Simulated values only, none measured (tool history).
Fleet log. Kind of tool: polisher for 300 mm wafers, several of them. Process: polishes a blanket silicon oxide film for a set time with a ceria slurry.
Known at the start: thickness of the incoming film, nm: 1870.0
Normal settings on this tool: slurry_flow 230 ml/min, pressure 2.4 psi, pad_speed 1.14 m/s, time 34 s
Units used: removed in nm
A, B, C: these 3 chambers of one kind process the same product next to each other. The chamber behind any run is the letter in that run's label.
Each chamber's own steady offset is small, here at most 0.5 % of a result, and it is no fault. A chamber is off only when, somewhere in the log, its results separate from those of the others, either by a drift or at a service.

run,hour,slurry_flow,pressure,pad_speed,time,wafers polished on this pad,hours since the slurry nozzle was cleaned,hours since the head pressure was calibrated,removed
# hour 4.6: chamber C: worn pad replaced by a new one
1A,12.8,230,2.4,1.14,34,863,212.4,537.3,108.85
# hour 14.9: chamber B: worn pad replaced by a new one
2B,23.9,230,2.4,1.14,34,130,220.9,57.1,110.62
3C,35.5,230,2.4,1.14,34,447,222.2,256.7,110.44
# hour 42.2: chamber A: worn pad replaced by a new one
4B,46.5,230,2.4,1.14,34,457,243.5,79.7,109.89
5A,58.2,230,2.4,1.14,34,231,257.8,582.7,109.4
# hour 68.7: chamber B: worn pad replaced by a new one
6C,68.7,230,2.4,1.14,34,927,255.4,289.9,108.96
7B,81.1,230,2.4,1.14,34,180,278.1,114.3,110.28
# hour 85: chamber C: worn pad replaced by a new one
8C,89.6,230,1.8,1.14,42,67,276.3,310.8,102.4
9A,95.3,230,1.8,1.14,42,768,294.9,619.8,99.716
10C,107.4,230,1.8,1.14,42,324,294.1,328.6,103.33
# hour 108.9: chamber A: head pressure recalibrated
# hour 112.5: chamber A: worn pad replaced by a new one
11B,120.4,230,2.4,1.14,34,748,317.4,153.6,110.19
12A,128,230,2.4,1.14,34,225,327.6,19.1,108.53
# hour 128.6: chamber B: worn pad replaced by a new one
13C,136.8,230,2.4,1.14,34,750,323.5,358,108.93
# hour 139.4: chamber C: slurry nozzle cleaned
14A,142.8,230,2.4,1.14,34,439,342.4,33.9,111.28
15B,154.8,230,2.4,1.14,34,379,351.8,188,108.25
16B,165.4,230,2.4,1.14,34,533,362.4,198.6,109.75
17A,176.1,280,2.4,1.14,34,920,375.7,67.2,112.66
# hour 180.4: chamber C: worn pad replaced by a new one
18C,184.4,280,2.4,1.14,34,59,45.1,405.6,107.27
# hour 186.4: chamber A: worn pad replaced by a new one
# hour 192.1: chamber B: worn pad replaced by a new one
19C,193.9,280,2.4,1.14,34,196,54.6,415.1,108.28
20B,203.1,230,2.4,1.14,34,159,400.1,236.3,109.76
21A,208.9,230,2.4,1.14,34,326,408.5,100,110.14
22B,217.7,230,2.4,1.14,34,370,414.7,250.9,111.07
23C,225.8,230,2.4,1.14,34,657,86.5,447,104.12
24A,236.2,230,2.4,1.14,34,721,435.8,127.3,108.63
# hour 239.9: chamber B: slurry nozzle cleaned
25C,242.2,230,2.4,1.14,34,895,102.9,463.4,103.79
26B,251.9,230,2.4,1.14,34,865,12.1,285.1,109.05
# hour 257.1: chamber B: worn pad replaced by a new one
27A,258.9,230,2.4,1.14,34,1049,458.5,150,109.67
28C,267.3,230,2.4,1.14,34,1258,128,488.5,102.58
# hour 273.1: chamber A: worn pad replaced by a new one
29A,275.6,230,2.6,1.38,34,36,475.2,166.7,143.43
30B,283.6,230,2.6,1.38,34,384,43.8,316.8,144.13

Next, all 3 chambers run the settings below, one line each with question marks for the results. What does each chamber give?
31A,293,230,2.1,1.14,34,,,,?
31B,293,230,2.1,1.14,34,,,,?
31C,293,230,2.1,1.14,34,,,,?

run,removed
31A,95.805
31B,95.141
31C,88.404
